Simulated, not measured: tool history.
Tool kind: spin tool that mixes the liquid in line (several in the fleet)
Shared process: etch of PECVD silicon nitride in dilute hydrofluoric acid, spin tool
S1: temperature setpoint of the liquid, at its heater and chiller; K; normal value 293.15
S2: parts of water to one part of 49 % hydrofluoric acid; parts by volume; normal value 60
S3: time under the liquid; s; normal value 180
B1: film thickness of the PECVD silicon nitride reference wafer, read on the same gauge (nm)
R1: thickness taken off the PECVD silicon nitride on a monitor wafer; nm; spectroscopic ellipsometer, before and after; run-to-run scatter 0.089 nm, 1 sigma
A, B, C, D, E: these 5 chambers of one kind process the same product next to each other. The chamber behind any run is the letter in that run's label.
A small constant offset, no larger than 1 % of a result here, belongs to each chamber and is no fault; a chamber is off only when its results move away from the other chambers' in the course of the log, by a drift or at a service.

run	hour	S1	S2	S3	B1	R1
1E	6.7	293.15	60	180	129.99	12.932
2B	10.6	293.15	60	180	129.99	12.743
3C	14.8	293.15	60	180	129.99	12.758
4A	20.5	293.15	60	180	130.00	12.683
5D	26.7	293.15	60	180	130.02	12.812
6C	32.4	293.15	45	180	130.00	16.952
7A	39.8	293.15	45	180	130.00	16.810
8D	43.6	293.15	45	180	129.99	16.743
# hour 49.7: chamber D: thermometer replaced
9E	50.5	293.15	45	180	130.02	16.928
10B	56.2	293.15	45	180	130.03	16.858
11E	63.7	293.15	60	180	130.03	12.650
12C	69.8	293.15	60	180	129.99	12.740
13D	74.9	293.15	60	180	129.99	12.698
# hour 77.7: chamber E: hydrofluoric acid flow meter replaced
14B	79.0	293.15	60	180	130.01	12.706
15A	85.0	293.15	60	180	129.99	12.793
16E	91.8	297.65	35	180	129.98	28.811
17A	95.1	297.65	35	180	129.97	29.498
18C	100.8	297.65	35	180	129.99	29.386
19D	105.1	297.65	35	180	129.98	29.598
20B	109.7	297.65	35	180	129.99	29.432
21A	117.0	296.65	40	180	129.99	24.331
22D	120.3	296.65	40	180	129.98	24.217
23B	127.7	296.65	40	180	130.02	24.348
24C	134.0	296.65	40	180	130.01	23.669
25E	139.1	296.65	40	180	130.02	22.515
26A	143.4	293.15	60	180	129.99	12.657
27E	147.6	293.15	60	180	129.97	11.994
28D	153.9	293.15	60	180	129.99	12.902
29B	157.3	293.15	60	180	129.97	12.872
30C	161.9	293.15	60	180	129.99	12.953
31D	168.5	297.65	60	180	130.00	17.556
32E	172.4	297.65	60	180	130.01	16.457
33B	176.1	297.65	60	180	130.02	17.395
34C	182.8	297.65	60	180	129.97	17.133
35A	186.7	297.65	60	180	129.97	17.313
36D	192.8	293.15	60	180	129.97	12.765
37E	199.7	293.15	60	180	130.00	11.944
38A	203.3	293.15	60	180	130.00	12.678

Next, all 5 chambers run the settings below, one line each with question marks for the results. What does each chamber give?
39A	208.6	295.65	60	180		?
39B	208.6	295.65	60	180		?
39C	208.6	295.65	60	180		?
39D	208.6	295.65	60	180		?
39E	208.6	295.65	60	180		?

run	R1
39A	15.126
39B	15.160
39C	15.240
39D	15.205
39E	13.973

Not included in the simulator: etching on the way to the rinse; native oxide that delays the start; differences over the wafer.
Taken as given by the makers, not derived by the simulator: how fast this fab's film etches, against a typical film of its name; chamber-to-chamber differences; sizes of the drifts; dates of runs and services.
